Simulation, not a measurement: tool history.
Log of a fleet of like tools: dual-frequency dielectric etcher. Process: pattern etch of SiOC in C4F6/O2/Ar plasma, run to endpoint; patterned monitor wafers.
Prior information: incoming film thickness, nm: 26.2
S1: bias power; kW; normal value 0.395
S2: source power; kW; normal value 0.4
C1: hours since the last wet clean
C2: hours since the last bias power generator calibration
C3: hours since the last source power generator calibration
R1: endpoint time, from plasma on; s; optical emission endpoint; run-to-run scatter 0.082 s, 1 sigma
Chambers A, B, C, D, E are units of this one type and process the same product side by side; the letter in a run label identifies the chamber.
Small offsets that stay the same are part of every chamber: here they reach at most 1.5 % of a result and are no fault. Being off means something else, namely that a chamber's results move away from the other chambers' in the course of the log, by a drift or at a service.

run	hour	S1	S2	C1	C2	C3	R1
1A	5.5	0.395	0.4	108.1	683.2	990.5	9.54
# hour 11: chamber B: wet clean of the chamber
2B	12.7	0.395	0.4	1.8	502.6	678.5	9.6867
3E	18.2	0.395	0.4	221	1185	1174.2	9.5818
4D	25.1	0.395	0.4	233.2	3798.2	392.3	9.5369
5C	32.5	0.395	0.4	344.3	1840.9	2014.2	9.711
6C	38.1	0.395	0.4	349.9	1846.5	2019.8	9.7271
7A	45.7	0.395	0.4	148.3	723.4	1030.7	9.6865
8D	50.6	0.395	0.4	258.7	3823.7	417.8	9.5153
9B	57	0.395	0.4	46.1	546.9	722.8	9.6505
10E	62.6	0.395	0.31	265.4	1229.4	1218.6	10.658
11C	70.6	0.395	0.31	382.4	1879	2052.3	10.729
12E	76.6	0.395	0.31	279.4	1243.4	1232.6	10.516
13A	82.2	0.395	0.31	184.8	759.9	1067.2	10.545
14D	87.6	0.395	0.31	295.7	3860.7	454.8	10.567
15B	95.4	0.432	0.4	84.5	585.3	761.2	9.2588
16D	102.2	0.432	0.4	310.3	3875.3	469.4	9.2718
17B	107.5	0.432	0.4	96.6	597.4	773.3	9.3663
18C	111.7	0.432	0.4	423.5	1920.1	2093.4	9.3932
19A	119.4	0.432	0.4	222	797.1	1104.4	9.3628
20E	125.1	0.395	0.4	327.9	1291.9	1281.1	9.5358
21B	131.7	0.395	0.4	120.8	621.6	797.5	9.7419
22A	139.7	0.395	0.4	242.3	817.4	1124.7	9.6431
23E	146.8	0.395	0.4	349.6	1313.6	1302.8	9.6203
24D	151	0.395	0.4	359.1	3924.1	518.2	9.519
25C	157.9	0.395	0.4	469.7	1966.3	2139.6	9.7758
26E	164.1	0.395	0.33	366.9	1330.9	1320.1	10.225
27C	170.9	0.395	0.33	482.7	1979.3	2152.6	10.494
28D	176.1	0.395	0.33	384.2	3949.2	543.3	10.192
# hour 179.6: chamber D: bias power generator calibrated
29B	182.6	0.395	0.33	171.7	672.5	848.4	10.47
30A	190.4	0.395	0.33	293	868.1	1175.4	10.254
31D	196.6	0.395	0.5	404.7	17.1	563.8	8.8554
32B	203.8	0.395	0.5	192.9	693.7	869.6	8.9649
33A	209.8	0.395	0.5	312.4	887.5	1194.8	8.8098
34C	217.6	0.395	0.5	529.4	2026	2199.3	9.1117
35E	221.8	0.395	0.5	424.6	1388.6	1377.8	8.7633

All 5 chambers run these settings next. Forecast each chamber's results:
36A	227.7	0.395	0.4				?
36B	227.7	0.395	0.4				?
36C	227.7	0.395	0.4				?
36D	227.7	0.395	0.4				?
36E	227.7	0.395	0.4				?

run	R1
36A	9.6822
36B	9.6906
36C	9.8168
36D	9.555
36E	9.7136
